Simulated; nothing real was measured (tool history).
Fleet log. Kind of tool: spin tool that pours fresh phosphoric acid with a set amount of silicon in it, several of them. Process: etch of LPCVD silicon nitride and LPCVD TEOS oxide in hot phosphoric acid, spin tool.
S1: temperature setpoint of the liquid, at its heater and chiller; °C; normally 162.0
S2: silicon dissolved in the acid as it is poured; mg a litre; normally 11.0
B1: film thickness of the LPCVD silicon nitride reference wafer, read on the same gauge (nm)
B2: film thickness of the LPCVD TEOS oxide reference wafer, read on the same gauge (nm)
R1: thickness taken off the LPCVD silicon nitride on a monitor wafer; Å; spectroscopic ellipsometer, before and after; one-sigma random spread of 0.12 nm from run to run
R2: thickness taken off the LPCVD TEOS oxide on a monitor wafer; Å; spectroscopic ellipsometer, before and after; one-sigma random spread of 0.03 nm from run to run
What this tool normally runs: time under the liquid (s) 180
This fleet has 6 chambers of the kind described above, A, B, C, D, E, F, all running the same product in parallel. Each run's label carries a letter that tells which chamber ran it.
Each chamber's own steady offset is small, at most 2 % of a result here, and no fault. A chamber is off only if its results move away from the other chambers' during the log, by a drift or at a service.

Run 1C, day 0.296: usual settings; B1 80.027; B2 149.98. Result: R1 180.250 Å, R2 3.3298 Å.
Run 2E, day 0.562: usual settings; B1 79.973; B2 150.02. Result: R1 181.320 Å, R2 3.1192 Å.
Run 3A, day 0.933: usual settings; B1 80.004; B2 149.99. Result: R1 184.490 Å, R2 3.2670 Å.
Run 4D, day 1.258: usual settings; B1 79.994; B2 149.99. Result: R1 183.640 Å, R2 3.4288 Å.
Run 5F, day 1.546: usual settings; B1 80.002; B2 150.04. Result: R1 178.680 Å, R2 3.0936 Å.
Run 6B, day 1.867: usual settings; B1 80.017; B2 149.98. Result: R1 180.810 Å, R2 3.3925 Å.
Run 7C, day 2.125: usual settings; B1 79.991; B2 150.05. Result: R1 180.590 Å, R2 3.6622 Å.
Run 8F, day 2.367: usual settings; B1 80.020; B2 150.00. Result: R1 180.800 Å, R2 3.3479 Å.
Run 9D, day 2.562: usual settings; B1 79.977; B2 149.98. Result: R1 184.600 Å, R2 3.4887 Å.
Run 10E, day 2.892: usual settings; B1 80.036; B2 149.99. Result: R1 180.780 Å, R2 3.1851 Å.
At day 3.012: chamber E: dissolved silicon flow meter replaced.
Run 11A, day 3.250: usual settings; B1 79.982; B2 149.98. Result: R1 186.820 Å, R2 3.3372 Å.
Run 12B, day 3.496: usual settings; B1 80.007; B2 149.99. Result: R1 183.230 Å, R2 4.0476 Å.
Run 13E, day 3.829: usual settings; B1 80.001; B2 150.03. Result: R1 179.810 Å, R2 2.9888 Å.
Run 14B, day 4.162: usual settings but S1 160.0 °C, time under the liquid (s) 100; B1 79.969; B2 149.97. Result: R1 93.611 Å, R2 1.4326 Å.
Run 15C, day 4.521: usual settings but S1 160.0 °C, time under the liquid (s) 100; B1 79.993; B2 149.96. Result: R1 94.865 Å, R2 1.5020 Å.
Run 16F, day 4.721: usual settings but S1 160.0 °C, time under the liquid (s) 100; B1 80.029; B2 150.01. Result: R1 94.536 Å, R2 1.6959 Å.
Run 17A, day 5.046: usual settings but S1 160.0 °C, time under the liquid (s) 100; B1 79.985; B2 150.05. Result: R1 96.381 Å, R2 1.6474 Å.
Run 18D, day 5.346: usual settings but S1 160.0 °C, time under the liquid (s) 100; B1 80.034; B2 150.03. Result: R1 95.158 Å, R2 1.6840 Å.
Run 19D, day 5.604: usual settings but S1 160.0 °C, time under the liquid (s) 100; B1 79.982; B2 150.04. Result: R1 94.529 Å, R2 1.7100 Å.
Run 20B, day 5.775: usual settings; B1 80.003; B2 150.02. Result: R1 180.660 Å, R2 3.4825 Å.
Run 21A, day 6.088: usual settings; B1 80.014; B2 149.96. Result: R1 185.400 Å, R2 3.1079 Å.
Run 22F, day 6.304: usual settings; B1 79.998; B2 149.98. Result: R1 178.330 Å, R2 3.4463 Å.
Run 23E, day 6.604: usual settings; B1 80.006; B2 150.01. Result: R1 178.880 Å, R2 3.3364 Å.
Run 24C, day 6.829: usual settings; B1 80.000; B2 149.99. Result: R1 182.520 Å, R2 3.1614 Å.
Run 25B, day 7.121: usual settings; B1 79.999; B2 149.99. Result: R1 181.430 Å, R2 3.9346 Å.
Run 26A, day 7.358: usual settings; B1 80.011; B2 150.01. Result: R1 184.970 Å, R2 3.1665 Å.
Run 27E, day 7.650: usual settings; B1 79.992; B2 150.02. Result: R1 180.360 Å, R2 3.3698 Å.
Run 28F, day 7.879: usual settings; B1 80.000; B2 149.99. Result: R1 179.960 Å, R2 4.0480 Å.
Run 29D, day 8.075: usual settings; B1 79.993; B2 150.02. Result: R1 182.390 Å, R2 3.4224 Å.
Run 30C, day 8.362: usual settings; B1 80.004; B2 150.04. Result: R1 181.100 Å, R2 3.3943 Å.
Run 31D, day 8.654: usual settings; B1 80.024; B2 149.98. Result: R1 182.930 Å, R2 3.2807 Å.
Run 32F, day 8.900: usual settings; B1 80.022; B2 150.00. Result: R1 181.420 Å, R2 2.9196 Å.
Run 33B, day 9.217: usual settings but S1 159.5 °C; B1 79.976; B2 149.99. Result: R1 165.560 Å, R2 2.5843 Å.
Run 34A, day 9.408: usual settings but S1 159.5 °C; B1 80.006; B2 149.98. Result: R1 169.320 Å, R2 2.8180 Å.
Run 35E, day 9.588: usual settings but S1 159.5 °C; B1 80.001; B2 150.02. Result: R1 166.340 Å, R2 3.0525 Å.
Run 36C, day 9.942: usual settings but S1 159.5 °C; B1 79.992; B2 149.98. Result: R1 167.980 Å, R2 2.9873 Å.
Run 37B, day 10.221: usual settings but S1 159.5 °C; B1 80.028; B2 149.99. Result: R1 166.520 Å, R2 2.8783 Å.
Run 38A, day 10.462: usual settings but S1 159.5 °C; B1 80.017; B2 149.98. Result: R1 168.630 Å, R2 2.5339 Å.

Has any chamber moved away from the others, gradually or after a service, or does the common gauge drift, or do the chambers differ only by their own small steady offsets? State the chamber and the most likely cause if one applies.

All chambers stay in line apart from their small fixed offsets, and the gauge does not drift.
